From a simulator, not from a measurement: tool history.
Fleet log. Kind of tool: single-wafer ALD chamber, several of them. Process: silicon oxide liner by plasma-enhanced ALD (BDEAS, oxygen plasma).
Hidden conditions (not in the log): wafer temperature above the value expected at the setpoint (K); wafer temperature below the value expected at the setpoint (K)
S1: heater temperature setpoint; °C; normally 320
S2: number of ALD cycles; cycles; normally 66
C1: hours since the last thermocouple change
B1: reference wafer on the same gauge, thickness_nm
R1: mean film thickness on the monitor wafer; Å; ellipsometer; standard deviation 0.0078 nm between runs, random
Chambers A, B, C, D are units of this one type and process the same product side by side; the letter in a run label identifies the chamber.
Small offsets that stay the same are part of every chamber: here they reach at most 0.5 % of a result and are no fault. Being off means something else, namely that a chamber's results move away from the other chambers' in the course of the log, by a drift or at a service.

{"run": "1A", "hour": 7.0, "S1": 320, "S2": 66, "C1": 2190, "B1": 5.7205, "R1": 59.371}
{"run": "2B", "hour": 18.2, "S1": 320, "S2": 66, "C1": 768.5, "B1": 5.7212, "R1": 59.87}
{"run": "3C", "hour": 30.9, "S1": 320, "S2": 66, "C1": 753.4, "B1": 5.7235, "R1": 59.608}
{"run": "4D", "hour": 38.1, "S1": 320, "S2": 66, "C1": 364.4, "B1": 5.7251, "R1": 59.781}
{"run": "5A", "hour": 47.3, "S1": 308, "S2": 54, "C1": 2230.3, "B1": 5.7266, "R1": 49.569}
{"run": "6B", "hour": 55.4, "S1": 308, "S2": 54, "C1": 805.7, "B1": 5.7261, "R1": 49.888}
{"run": "7C", "hour": 62.3, "S1": 308, "S2": 54, "C1": 784.8, "B1": 5.7277, "R1": 49.773}
{"run": "8D", "hour": 73.0, "S1": 308, "S2": 54, "C1": 399.3, "B1": 5.7293, "R1": 49.877}
{"run": "9B", "hour": 81.9, "S1": 320, "S2": 66, "C1": 832.2, "B1": 5.7309, "R1": 59.844}
{"run": "10A", "hour": 91.1, "S1": 320, "S2": 66, "C1": 2274.1, "B1": 5.7317, "R1": 59.386}
{"run": "11D", "hour": 103.5, "S1": 320, "S2": 66, "C1": 429.8, "B1": 5.7326, "R1": 59.812}
{"run": "12C", "hour": 110.0, "S1": 320, "S2": 66, "C1": 832.5, "B1": 5.7329, "R1": 59.699}
{"run": "13C", "hour": 117.9, "S1": 320, "S2": 66, "C1": 840.4, "B1": 5.7331, "R1": 59.781}
{"run": "14B", "hour": 128.5, "S1": 320, "S2": 66, "C1": 878.8, "B1": 5.7352, "R1": 59.874}
{"run": "15A", "hour": 140.3, "S1": 320, "S2": 66, "C1": 2323.3, "B1": 5.7374, "R1": 59.768}
{"run": "16D", "hour": 149.7, "S1": 320, "S2": 66, "C1": 476, "B1": 5.7394, "R1": 59.873}
{"run": "17D", "hour": 162.3, "S1": 320, "S2": 66, "C1": 488.6, "B1": 5.7392, "R1": 60.118}
{"run": "18A", "hour": 171.7, "S1": 320, "S2": 66, "C1": 2354.7, "B1": 5.7446, "R1": 59.702}
{"run": "19C", "hour": 183.0, "S1": 320, "S2": 66, "C1": 905.5, "B1": 5.7422, "R1": 59.695}
{"run": "20B", "hour": 190.4, "S1": 320, "S2": 66, "C1": 940.7, "B1": 5.7423, "R1": 59.948}
{"run": "21C", "hour": 202.5, "S1": 309, "S2": 72, "C1": 925, "B1": 5.7468, "R1": 66.458}
{"run": "22B", "hour": 215.4, "S1": 309, "S2": 72, "C1": 965.7, "B1": 5.75, "R1": 66.635}
{"run": "23A", "hour": 223.7, "S1": 309, "S2": 72, "C1": 2406.7, "B1": 5.7482, "R1": 66.25}
{"run": "24D", "hour": 230.9, "S1": 309, "S2": 72, "C1": 557.2, "B1": 5.7482, "R1": 66.566}
{"run": "25D", "hour": 237.1, "S1": 320, "S2": 66, "C1": 563.4, "B1": 5.7486, "R1": 60.121}

Does one chamber stand apart from the rest, does the shared gauge drift, or is all well apart from small per-chamber offsets? Give the chamber and the most likely cause, where there is one.

Every chamber seems to shift together because the gauge that measures them all drifts; the chambers themselves are fine.
Cause: gauge reads high (%) = 0.545.

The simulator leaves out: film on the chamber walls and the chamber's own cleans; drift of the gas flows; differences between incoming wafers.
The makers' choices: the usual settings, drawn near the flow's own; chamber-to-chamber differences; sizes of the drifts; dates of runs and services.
